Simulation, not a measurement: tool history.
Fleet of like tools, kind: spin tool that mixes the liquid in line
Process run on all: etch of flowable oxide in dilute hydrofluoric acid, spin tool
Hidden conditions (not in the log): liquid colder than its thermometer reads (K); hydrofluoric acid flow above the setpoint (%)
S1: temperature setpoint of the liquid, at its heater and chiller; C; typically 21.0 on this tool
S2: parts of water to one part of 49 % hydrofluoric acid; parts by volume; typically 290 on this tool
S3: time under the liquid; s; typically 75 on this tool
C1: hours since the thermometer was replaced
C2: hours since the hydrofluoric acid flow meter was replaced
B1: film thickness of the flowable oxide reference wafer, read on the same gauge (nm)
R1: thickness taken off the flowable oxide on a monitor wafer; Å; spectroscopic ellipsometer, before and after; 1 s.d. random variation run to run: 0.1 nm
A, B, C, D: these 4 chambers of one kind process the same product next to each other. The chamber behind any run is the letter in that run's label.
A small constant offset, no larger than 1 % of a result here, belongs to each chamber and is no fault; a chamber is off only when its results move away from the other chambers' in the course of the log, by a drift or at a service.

run	hour	S1	S2	S3	C1	C2	B1	R1
1D	9.2	21.0	290	75	204.6	393.6	129.97	110.930
2A	16.0	21.0	290	75	683.1	492.8	129.99	113.230
3B	28.5	21.0	290	75	2295.7	641.9	129.98	114.850
4C	39.3	21.0	290	75	2359.4	870.4	129.99	114.550
5A	47.9	17.5	290	75	715.0	524.7	129.97	100.790
6D	60.1	17.5	290	75	255.5	444.5	130.05	96.794
7C	68.0	17.5	290	75	2388.1	899.1	129.98	99.465
8B	73.8	17.5	290	75	2341.0	687.2	130.00	101.200
9B	82.4	21.0	290	75	2349.6	695.8	130.03	114.670
10C	92.4	21.0	290	55	2412.5	923.5	130.00	83.300
11A	99.4	21.0	290	55	766.5	576.2	130.04	82.889
12D	107.3	21.0	290	55	302.7	491.7	130.00	82.790
13A	119.6	21.0	290	55	786.7	596.4	129.99	84.597
14C	130.4	21.0	290	75	2450.5	961.5	130.02	115.210
15D	139.1	21.0	290	75	334.5	523.5	129.99	112.400
16B	144.9	21.0	290	75	2412.1	758.3	130.03	113.670
17D	157.5	19.0	290	50	352.9	541.9	129.99	69.788
18A	163.9	19.0	290	50	831.0	640.7	130.02	73.608
19C	172.6	19.0	290	50	2492.7	1003.7	130.00	70.197
20B	180.0	19.0	290	50	2447.2	793.4	130.03	70.791
# hour 186.4: chamber C: hydrofluoric acid flow meter replaced
21A	192.6	21.0	290	75	859.7	669.4	130.01	119.640
22C	199.1	18.5	395	75	2519.2	12.8	130.05	70.123
23D	207.0	18.5	395	75	402.4	591.4	129.97	69.984
# hour 210.9: chamber B: thermometer replaced
24B	214.1	18.5	395	75	3.3	827.5	130.02	69.909
25B	226.0	18.5	395	75	15.2	839.4	129.99	69.578
26D	233.2	21.0	290	75	428.6	617.6	130.00	112.260
27A	244.8	21.0	290	75	911.9	721.6	129.99	124.030
28C	251.1	21.0	290	75	2571.2	64.8	130.01	113.290
29A	260.8	21.0	290	55	927.9	737.6	130.03	89.284
30B	272.4	21.0	290	55	61.6	885.8	129.99	83.565
31D	281.1	21.0	290	55	476.5	665.5	130.00	82.458
32C	288.9	21.0	290	55	2609.0	102.6	129.99	84.023

All chambers now run identical settings, listed one chamber a line with results as question marks. What results will each chamber show?
33A	298.0	21.0	290	45				?
33B	298.0	21.0	290	45				?
33C	298.0	21.0	290	45				?
33D	298.0	21.0	290	45				?

run	R1
33A	76.233
33B	67.372
33C	68.708
33D	67.915
